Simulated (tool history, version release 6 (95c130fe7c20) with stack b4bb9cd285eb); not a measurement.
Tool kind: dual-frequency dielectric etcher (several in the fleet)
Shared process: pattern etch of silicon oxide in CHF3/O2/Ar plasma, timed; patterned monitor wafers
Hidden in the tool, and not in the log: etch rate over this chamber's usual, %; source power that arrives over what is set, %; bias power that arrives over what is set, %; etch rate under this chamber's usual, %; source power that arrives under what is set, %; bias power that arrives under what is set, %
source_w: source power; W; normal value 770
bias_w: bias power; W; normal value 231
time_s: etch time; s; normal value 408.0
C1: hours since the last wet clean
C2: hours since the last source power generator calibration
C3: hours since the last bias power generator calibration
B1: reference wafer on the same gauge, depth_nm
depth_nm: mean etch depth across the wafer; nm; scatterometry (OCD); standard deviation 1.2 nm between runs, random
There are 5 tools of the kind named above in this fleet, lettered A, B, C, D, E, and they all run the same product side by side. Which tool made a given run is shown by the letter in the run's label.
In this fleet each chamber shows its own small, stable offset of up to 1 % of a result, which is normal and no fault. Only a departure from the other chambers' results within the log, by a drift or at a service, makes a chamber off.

run 1C day=0.179 | source_w=770 bias_w=231 time_s=408.0 | C1=13.0 C2=1018.9 C3=1265.1 | B1=933.83 | depth_nm=973.69
run 2D day=0.479 | source_w=770 bias_w=231 time_s=408.0 | C1=52.1 C2=2789.3 C3=1093.7 | B1=933.57 | depth_nm=966.03
run 3A day=0.683 | source_w=770 bias_w=231 time_s=408.0 | C1=508.5 C2=3766.6 C3=1082.6 | B1=933.88 | depth_nm=971.31
run 4B day=0.825 | source_w=770 bias_w=231 time_s=408.0 | C1=51.8 C2=2484.3 C3=3398.7 | B1=933.77 | depth_nm=972.47
run 5E day=1.067 | source_w=770 bias_w=231 time_s=408.0 | C1=141.1 C2=1361.1 C3=204.4 | B1=933.52 | depth_nm=959.89
run 6B day=1.350 | source_w=770 bias_w=231 time_s=408.0 | C1=64.4 C2=2496.9 C3=3411.3 | B1=933.35 | depth_nm=973.32
run 7C day=1.550 | source_w=700 bias_w=231 time_s=464.5 | C1=45.9 C2=1051.8 C3=1298.0 | B1=933.18 | depth_nm=1067.40
run 8E day=1.833 | source_w=700 bias_w=231 time_s=464.5 | C1=159.5 C2=1379.5 C3=222.8 | B1=932.92 | depth_nm=1055.30
run 9D day=2.033 | source_w=700 bias_w=231 time_s=464.5 | C1=89.4 C2=2826.6 C3=1131.0 | B1=933.06 | depth_nm=1059.80
run 10A day=2.208 | source_w=700 bias_w=231 time_s=464.5 | C1=545.1 C2=3803.2 C3=1119.2 | B1=932.87 | depth_nm=1065.70
run 11A day=2.404 | source_w=700 bias_w=231 time_s=464.5 | C1=549.8 C2=3807.9 C3=1123.9 | B1=932.87 | depth_nm=1064.10
run 12C day=2.717 | source_w=770 bias_w=231 time_s=408.0 | C1=73.9 C2=1079.8 C3=1326.0 | B1=932.28 | depth_nm=970.91
run 13D day=2.983 | source_w=770 bias_w=231 time_s=408.0 | C1=112.2 C2=2849.4 C3=1153.8 | B1=932.49 | depth_nm=964.91
run 14B day=3.258 | source_w=770 bias_w=231 time_s=408.0 | C1=110.2 C2=2542.7 C3=3457.1 | B1=931.94 | depth_nm=971.56
run 15E day=3.408 | source_w=770 bias_w=231 time_s=408.0 | C1=197.3 C2=1417.3 C3=260.6 | B1=931.89 | depth_nm=959.39
run 16D day=3.667 | source_w=770 bias_w=231 time_s=521.5 | C1=128.6 C2=2865.8 C3=1170.2 | B1=931.90 | depth_nm=1232.80
run 17E day=3.933 | source_w=770 bias_w=231 time_s=521.5 | C1=209.9 C2=1429.9 C3=273.2 | B1=931.57 | depth_nm=1226.50
run 18A day=4.079 | source_w=770 bias_w=231 time_s=521.5 | C1=590.0 C2=3848.1 C3=1164.1 | B1=931.43 | depth_nm=1240.10
run 19B day=4.329 | source_w=770 bias_w=231 time_s=521.5 | C1=135.9 C2=2568.4 C3=3482.8 | B1=931.82 | depth_nm=1241.80
run 20C day=4.575 | source_w=770 bias_w=231 time_s=521.5 | C1=118.5 C2=1124.4 C3=1370.6 | B1=931.36 | depth_nm=1240.10
run 21A day=4.862 | source_w=770 bias_w=231 time_s=408.0 | C1=608.8 C2=3866.9 C3=1182.9 | B1=931.71 | depth_nm=970.82
run 22D day=5.146 | source_w=770 bias_w=231 time_s=408.0 | C1=164.1 C2=2901.3 C3=1205.7 | B1=931.11 | depth_nm=963.64
run 23C day=5.438 | source_w=770 bias_w=231 time_s=408.0 | C1=139.2 C2=1145.1 C3=1391.3 | B1=931.18 | depth_nm=970.32
run 24B day=5.704 | source_w=770 bias_w=231 time_s=408.0 | C1=168.9 C2=2601.4 C3=3515.8 | B1=931.04 | depth_nm=970.45
run 25E day=5.917 | source_w=770 bias_w=231 time_s=408.0 | C1=257.5 C2=1477.5 C3=320.8 | B1=930.34 | depth_nm=959.18
run 26D day=6.083 | source_w=770 bias_w=231 time_s=359.0 | C1=186.6 C2=2923.8 C3=1228.2 | B1=930.71 | depth_nm=847.03
run 27A day=6.375 | source_w=770 bias_w=231 time_s=359.0 | C1=645.1 C2=3903.2 C3=1219.2 | B1=930.30 | depth_nm=851.68
run 28E day=6.592 | source_w=770 bias_w=231 time_s=359.0 | C1=273.7 C2=1493.7 C3=337.0 | B1=930.21 | depth_nm=843.00
run 29C day=6.767 | source_w=770 bias_w=231 time_s=359.0 | C1=171.1 C2=1177.0 C3=1423.2 | B1=930.36 | depth_nm=852.64
run 30B day=7.050 | source_w=770 bias_w=231 time_s=359.0 | C1=201.2 C2=2633.7 C3=3548.1 | B1=930.45 | depth_nm=851.58
-- day=7.338 chamber A: wet clean of the chamber
run 31B day=7.342 | source_w=770 bias_w=231 time_s=408.0 | C1=208.2 C2=2640.7 C3=3555.1 | B1=929.57 | depth_nm=968.38
run 32E day=7.612 | source_w=670 bias_w=267 time_s=408.0 | C1=298.2 C2=1518.2 C3=361.5 | B1=929.78 | depth_nm=953.13
run 33D day=7.875 | source_w=670 bias_w=267 time_s=408.0 | C1=229.6 C2=2966.8 C3=1271.2 | B1=929.75 | depth_nm=965.03
run 34A day=8.100 | source_w=670 bias_w=267 time_s=408.0 | C1=18.3 C2=3944.6 C3=1260.6 | B1=929.87 | depth_nm=965.73
run 35C day=8.379 | source_w=670 bias_w=267 time_s=408.0 | C1=209.8 C2=1215.7 C3=1461.9 | B1=929.52 | depth_nm=969.42
run 36E day=8.554 | source_w=670 bias_w=267 time_s=408.0 | C1=320.8 C2=1540.8 C3=384.1 | B1=929.35 | depth_nm=953.96
run 37D day=8.750 | source_w=770 bias_w=231 time_s=408.0 | C1=250.6 C2=2987.8 C3=1292.2 | B1=928.91 | depth_nm=960.70

Predict what each chamber gives when all 5 of them run the settings below next.
run 38A day=8.979 | source_w=770 bias_w=231 time_s=408.0 | depth_nm=?
run 38B day=8.979 | source_w=770 bias_w=231 time_s=408.0 | depth_nm=?
run 38C day=8.979 | source_w=770 bias_w=231 time_s=408.0 | depth_nm=?
run 38D day=8.979 | source_w=770 bias_w=231 time_s=408.0 | depth_nm=?
run 38E day=8.979 | source_w=770 bias_w=231 time_s=408.0 | depth_nm=?

run=38A depth_nm=968.03
run=38B depth_nm=968.51
run=38C depth_nm=968.81
run=38D depth_nm=962.60
run=38E depth_nm=954.33
